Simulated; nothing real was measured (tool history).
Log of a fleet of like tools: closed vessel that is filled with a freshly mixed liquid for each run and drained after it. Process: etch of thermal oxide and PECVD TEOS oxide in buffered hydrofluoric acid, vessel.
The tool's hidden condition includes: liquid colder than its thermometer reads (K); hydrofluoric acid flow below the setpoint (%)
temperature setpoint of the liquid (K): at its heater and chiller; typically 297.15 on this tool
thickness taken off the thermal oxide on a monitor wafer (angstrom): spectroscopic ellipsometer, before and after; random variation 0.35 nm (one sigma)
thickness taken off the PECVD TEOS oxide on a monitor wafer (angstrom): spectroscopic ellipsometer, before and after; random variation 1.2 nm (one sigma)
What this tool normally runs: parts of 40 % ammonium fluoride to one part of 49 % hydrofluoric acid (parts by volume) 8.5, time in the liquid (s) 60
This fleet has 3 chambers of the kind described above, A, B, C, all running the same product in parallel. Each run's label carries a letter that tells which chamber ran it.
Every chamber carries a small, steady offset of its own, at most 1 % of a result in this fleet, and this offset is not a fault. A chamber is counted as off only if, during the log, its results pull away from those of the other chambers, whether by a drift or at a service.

run	hour	temperature setpoint of the liquid (K)	parts of 40 % ammonium fluoride to one part of 49 % hydrofluoric acid (parts by volume)	time in the liquid (s)	hours since the thermometer was replaced	hours since the hydrofluoric acid flow meter was replaced	read-back film thickness of the thermal oxide reference wafer, read on the same gauge (nm)	read-back film thickness of the PECVD TEOS oxide reference wafer, read on the same gauge (nm)	thickness taken off the thermal oxide on a monitor wafer (angstrom)	thickness taken off the PECVD TEOS oxide on a monitor wafer (angstrom)
1B	5.8	297.15	8.5	60	1181.6	239.6	150.06	99.994	791.55	1270.3
2C	11.9	297.15	8.5	60	995.4	391.6	149.98	99.999	787.02	1264.8
3A	18.5	297.15	8.5	60	270.6	317.6	149.98	100.02	791.16	1262
4B	24.5	297.15	8.5	60	1200.3	258.3	149.96	100.01	792.52	1267.4
5A	30.3	297.15	8.5	60	282.4	329.4	150	100	785.97	1258.3
6C	35.5	297.15	8.5	60	1019	415.2	150	99.982	787.6	1286
7B	39.6	297.15	8.5	60	1215.4	273.4	150.03	100.04	791.63	1257.1
8C	44.8	297.15	8.5	60	1028.3	424.5	150.01	100.01	789.07	1272.2
9A	48.9	297.15	8.5	60	301	348	149.99	99.972	784.28	1248.8
10C	54	297.15	8.5	60	1037.5	433.7	150	99.969	782.78	1259
11A	58.3	293.65	8.5	60	310.4	357.4	150.04	100.02	649.57	1038.1
12B	61.8	293.65	8.5	60	1237.6	295.6	150.06	99.99	649.61	1039.1
13A	68.3	293.65	8.5	60	320.4	367.4	150.05	99.986	645.98	1055.8
14B	72	295.15	5	60	1247.8	305.8	150.04	100.04	1182.8	1864.8
15C	75.2	295.15	5	60	1058.7	454.9	149.97	100.01	1158.4	1835.6
16B	78.7	295.15	5	60	1254.5	312.5	150.01	100	1173.2	1878.9
17A	82.1	297.15	8.5	60	334.2	381.2	149.98	100.04	785.02	1287.2
18C	88.1	297.15	6	95	1071.6	467.8	149.92	100.03	1752.7	2840.6
19B	93.3	297.15	6	95	1269.1	327.1	149.97	100	1771.6	2883.3
20C	99.6	297.15	6	95	1083.1	479.3	149.99	99.986	1750.2	2815.5
21A	102.5	297.15	8.5	60	354.6	401.6	150.01	100.01	786.08	1251.9
22C	105.9	297.15	8.5	60	1089.4	485.6	150.01	99.969	793.12	1271.6
23A	110.6	297.15	8.5	60	362.7	409.7	149.99	100.01	787.48	1274.1
24B	115.9	297.15	8.5	60	1291.7	349.7	150.02	99.995	786.88	1260.2
25C	122	297.15	8.5	60	1105.5	501.7	150	99.977	791.12	1244.4
26B	126.3	295.15	8.5	60	1302.1	360.1	150	100.01	711.43	1151.4
27A	131.4	295.15	8.5	60	383.5	430.5	149.99	99.966	700.33	1134.5

Has any chamber moved away from the others, gradually or after a service, or does the common gauge drift, or do the chambers differ only by their own small steady offsets? State the chamber and the most likely cause if one applies.

No chamber stands off beyond its own small offset, and the gauge holds steady.
